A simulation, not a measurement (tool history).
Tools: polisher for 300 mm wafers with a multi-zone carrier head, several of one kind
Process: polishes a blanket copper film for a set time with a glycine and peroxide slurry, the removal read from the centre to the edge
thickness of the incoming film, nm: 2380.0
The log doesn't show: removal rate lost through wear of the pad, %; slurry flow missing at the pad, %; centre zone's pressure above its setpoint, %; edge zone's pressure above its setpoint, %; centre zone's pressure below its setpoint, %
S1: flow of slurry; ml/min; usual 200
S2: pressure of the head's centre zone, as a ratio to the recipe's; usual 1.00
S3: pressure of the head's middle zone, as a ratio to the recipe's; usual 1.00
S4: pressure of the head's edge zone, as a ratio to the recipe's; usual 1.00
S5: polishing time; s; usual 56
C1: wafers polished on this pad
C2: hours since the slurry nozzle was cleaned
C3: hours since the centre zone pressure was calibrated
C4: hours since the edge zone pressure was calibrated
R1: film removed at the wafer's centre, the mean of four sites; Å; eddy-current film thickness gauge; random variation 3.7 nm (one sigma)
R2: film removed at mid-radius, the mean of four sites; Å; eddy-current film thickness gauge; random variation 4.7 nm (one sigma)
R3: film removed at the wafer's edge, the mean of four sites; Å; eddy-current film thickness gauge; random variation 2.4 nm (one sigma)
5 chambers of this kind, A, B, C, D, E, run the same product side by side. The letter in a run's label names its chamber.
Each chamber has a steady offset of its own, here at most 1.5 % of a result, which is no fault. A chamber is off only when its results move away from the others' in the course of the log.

Run 1A, hour 5.8: usual settings; C1 544; C2 496.7; C3 443.6; C4 322.9. Result: R1 3857.9 Å, R2 3819.3 Å, R3 3866.0 Å.
At hour 9.4: chamber D: worn pad replaced by a new one.
Run 2E, hour 12.2: usual settings; C1 326; C2 235.9; C3 314.5; C4 462.1. Result: R1 3761.3 Å, R2 3792.1 Å, R3 3803.1 Å.
At hour 13.8: chamber B: centre zone pressure recalibrated.
At hour 19.3: chamber B: slurry nozzle cleaned.
Run 3C, hour 21.1: usual settings; C1 354; C2 108.3; C3 180.9; C4 1197.0. Result: R1 3823.3 Å, R2 3824.2 Å, R3 3849.0 Å.
Run 4D, hour 33.7: usual settings; C1 236; C2 684.5; C3 179.1; C4 840.0. Result: R1 3821.2 Å, R2 3838.4 Å, R3 3881.1 Å.
Run 5B, hour 44.9: usual settings; C1 1090; C2 25.7; C3 31.1; C4 1196.9. Result: R1 3856.9 Å, R2 3866.2 Å, R3 3844.5 Å.
At hour 48.1: chamber A: centre zone pressure recalibrated.
At hour 52.0: chamber E: worn pad replaced by a new one.
Run 6A, hour 54.2: usual settings; C1 1013; C2 545.1; C3 6.1; C4 371.3. Result: R1 3863.4 Å, R2 3845.6 Å, R3 3826.4 Å.
Run 7B, hour 60.1: usual settings; C1 1237; C2 40.9; C3 46.3; C4 1212.1. Result: R1 3936.5 Å, R2 3724.9 Å, R3 3827.8 Å.
At hour 62.1: chamber E: centre zone pressure recalibrated.
Run 8C, hour 71.7: usual settings; C1 844; C2 158.9; C3 231.5; C4 1247.6. Result: R1 3810.3 Å, R2 3701.9 Å, R3 3809.7 Å.
At hour 74.8: chamber A: worn pad replaced by a new one.
At hour 75.3: chamber D: worn pad replaced by a new one.
Run 9D, hour 77.9: usual settings; C1 26; C2 728.7; C3 223.3; C4 884.2. Result: R1 3857.9 Å, R2 3830.4 Å, R3 3830.4 Å.
Run 10E, hour 88.3: usual settings; C1 351; C2 312.0; C3 26.2; C4 538.2. Result: R1 3832.7 Å, R2 3821.0 Å, R3 3792.2 Å.
At hour 91.6: chamber B: worn pad replaced by a new one.
At hour 96.4: chamber C: worn pad replaced by a new one.
Run 11A, hour 100.6: usual settings; C1 250; C2 591.5; C3 52.5; C4 417.7. Result: R1 3780.5 Å, R2 3862.3 Å, R3 3789.6 Å.
At hour 107.7: chamber C: edge zone pressure recalibrated.
Run 12C, hour 108.3: usual settings; C1 115; C2 195.5; C3 268.1; C4 0.7. Result: R1 3874.8 Å, R2 3843.3 Å, R3 3839.0 Å.
Run 13B, hour 118.4: usual settings; C1 260; C2 99.2; C3 104.6; C4 1270.4. Result: R1 3858.0 Å, R2 3927.0 Å, R3 3850.4 Å.
Run 14E, hour 126.9: usual settings; C1 725; C2 350.6; C3 64.8; C4 576.8. Result: R1 3792.2 Å, R2 3845.4 Å, R3 3736.2 Å.
At hour 127.8: chamber C: slurry nozzle cleaned.
At hour 133.3: chamber E: worn pad replaced by a new one.
Run 15D, hour 136.6: usual settings; C1 594; C2 787.4; C3 282.0; C4 942.9. Result: R1 3797.5 Å, R2 3783.4 Å, R3 3800.0 Å.
Run 16E, hour 148.7: usual settings but S2 1.12, S4 1.04; C1 150; C2 372.4; C3 86.6; C4 598.6. Result: R1 4322.5 Å, R2 3810.2 Å, R3 3842.3 Å.
At hour 152.2: chamber D: worn pad replaced by a new one.
Run 17A, hour 159.9: usual settings but S2 1.12, S4 1.04; C1 824; C2 650.8; C3 111.8; C4 477.0. Result: R1 4408.4 Å, R2 3849.2 Å, R3 3868.6 Å.
Run 18C, hour 167.8: usual settings but S2 1.12, S4 1.04; C1 691; C2 40.1; C3 327.6; C4 60.2. Result: R1 4365.7 Å, R2 3798.7 Å, R3 3928.8 Å.
At hour 174.3: chamber A: worn pad replaced by a new one.
Run 19D, hour 177.8: usual settings but S2 1.12, S4 1.04; C1 248; C2 828.6; C3 323.2; C4 984.1. Result: R1 4387.3 Å, R2 3836.3 Å, R3 3880.4 Å.
At hour 177.9: chamber D: slurry nozzle cleaned.
Run 20B, hour 184.6: usual settings but S2 1.12, S4 1.04; C1 901; C2 165.4; C3 170.8; C4 1336.6. Result: R1 4406.3 Å, R2 3898.5 Å, R3 3936.4 Å.
Run 21E, hour 193.4: usual settings; C1 582; C2 417.1; C3 131.3; C4 643.3. Result: R1 3723.7 Å, R2 3811.3 Å, R3 3699.9 Å.
At hour 205.6: chamber C: worn pad replaced by a new one.
Run 22A, hour 205.7: usual settings; C1 304; C2 696.6; C3 157.6; C4 522.8. Result: R1 3818.8 Å, R2 3816.1 Å, R3 3863.8 Å.
At hour 207.6: chamber B: edge zone pressure recalibrated.
At hour 208.7: chamber E: worn pad replaced by a new one.
Run 23C, hour 216.7: usual settings; C1 108; C2 89.0; C3 376.5; C4 109.1. Result: R1 3872.2 Å, R2 3792.9 Å, R3 3826.4 Å.
At hour 217.9: chamber D: worn pad replaced by a new one.
At hour 228.0: chamber A: slurry nozzle cleaned.
Run 24B, hour 230.0: usual settings; C1 1340; C2 210.8; C3 216.2; C4 22.5. Result: R1 3817.4 Å, R2 3808.4 Å, R3 3876.2 Å.
Run 25D, hour 242.8: usual settings but S2 0.96, S4 1.04; C1 241; C2 64.9; C3 388.2; C4 1049.1. Result: R1 3682.7 Å, R2 3842.8 Å, R3 3916.6 Å.
At hour 251.2: chamber B: worn pad replaced by a new one.
Run 26E, hour 253.8: usual settings but S2 0.96, S4 1.04; C1 436; C2 477.5; C3 191.7; C4 703.7. Result: R1 3616.6 Å, R2 3787.2 Å, R3 3812.7 Å.
Run 27C, hour 260.8: usual settings but S2 0.96, S4 1.04; C1 535; C2 133.1; C3 420.6; C4 153.2. Result: R1 3684.5 Å, R2 3835.1 Å, R3 3939.6 Å.
Run 28A, hour 266.7: usual settings but S2 0.96, S4 1.04; C1 895; C2 38.8; C3 218.6; C4 583.8. Result: R1 3598.3 Å, R2 3781.3 Å, R3 3939.3 Å.
At hour 272.9: chamber A: worn pad replaced by a new one.
At hour 277.5: chamber E: worn pad replaced by a new one.
Run 29B, hour 278.1: usual settings but S2 0.96, S4 1.04; C1 260; C2 258.9; C3 264.3; C4 70.6. Result: R1 3729.5 Å, R2 3783.7 Å, R3 3866.4 Å.
Run 30D, hour 288.6: usual settings; C1 685; C2 110.7; C3 434.0; C4 1094.9. Result: R1 3818.5 Å, R2 3922.6 Å, R3 3824.8 Å.
At hour 297.5: chamber D: worn pad replaced by a new one.
Run 31B, hour 300.9: usual settings; C1 481; C2 281.7; C3 287.1; C4 93.4. Result: R1 3894.4 Å, R2 3828.7 Å, R3 3901.7 Å.
At hour 308.8: chamber C: worn pad replaced by a new one.
Run 32E, hour 311.8: usual settings; C1 332; C2 535.5; C3 249.7; C4 761.7. Result: R1 3689.4 Å, R2 3758.3 Å, R3 3706.1 Å.
At hour 320.4: chamber C: centre zone pressure recalibrated.
Run 33C, hour 325.1: usual settings; C1 158; C2 197.4; C3 4.8; C4 217.5. Result: R1 3828.3 Å, R2 3889.1 Å, R3 3867.3 Å.
At hour 335.5: chamber D: edge zone pressure recalibrated.
Run 34D, hour 338.3: usual settings but S3 1.08; C1 395; C2 160.4; C3 483.7; C4 2.9. Result: R1 3812.1 Å, R2 4093.8 Å, R3 3872.5 Å.
Run 35A, hour 349.0: usual settings but S3 1.08; C1 737; C2 121.1; C3 300.9; C4 666.1. Result: R1 3811.9 Å, R2 4054.4 Å, R3 3827.0 Å.
Run 36A, hour 359.0: usual settings but S3 1.08; C1 833; C2 131.1; C3 310.9; C4 676.1. Result: R1 3807.7 Å, R2 4256.4 Å, R3 3856.6 Å.

All 5 chambers run these settings next. Forecast each chamber's results:
Run 37A, hour 368.6: usual settings but S4 1.06. Result: R1 ?, R2 ?, R3 ?.
Run 37B, hour 368.6: usual settings but S4 1.06. Result: R1 ?, R2 ?, R3 ?.
Run 37C, hour 368.6: usual settings but S4 1.06. Result: R1 ?, R2 ?, R3 ?.
Run 37D, hour 368.6: usual settings but S4 1.06. Result: R1 ?, R2 ?, R3 ?.
Run 37E, hour 368.6: usual settings but S4 1.06. Result: R1 ?, R2 ?, R3 ?.

run      R1      R2      R3
37A  3706.4  3850.3  3924.7
37B  3806.1  3842.1  3996.2
37C  3854.2  3871.9  3969.5
37D  3781.5  3826.8  3961.0
37E  3616.9  3656.1  3717.7
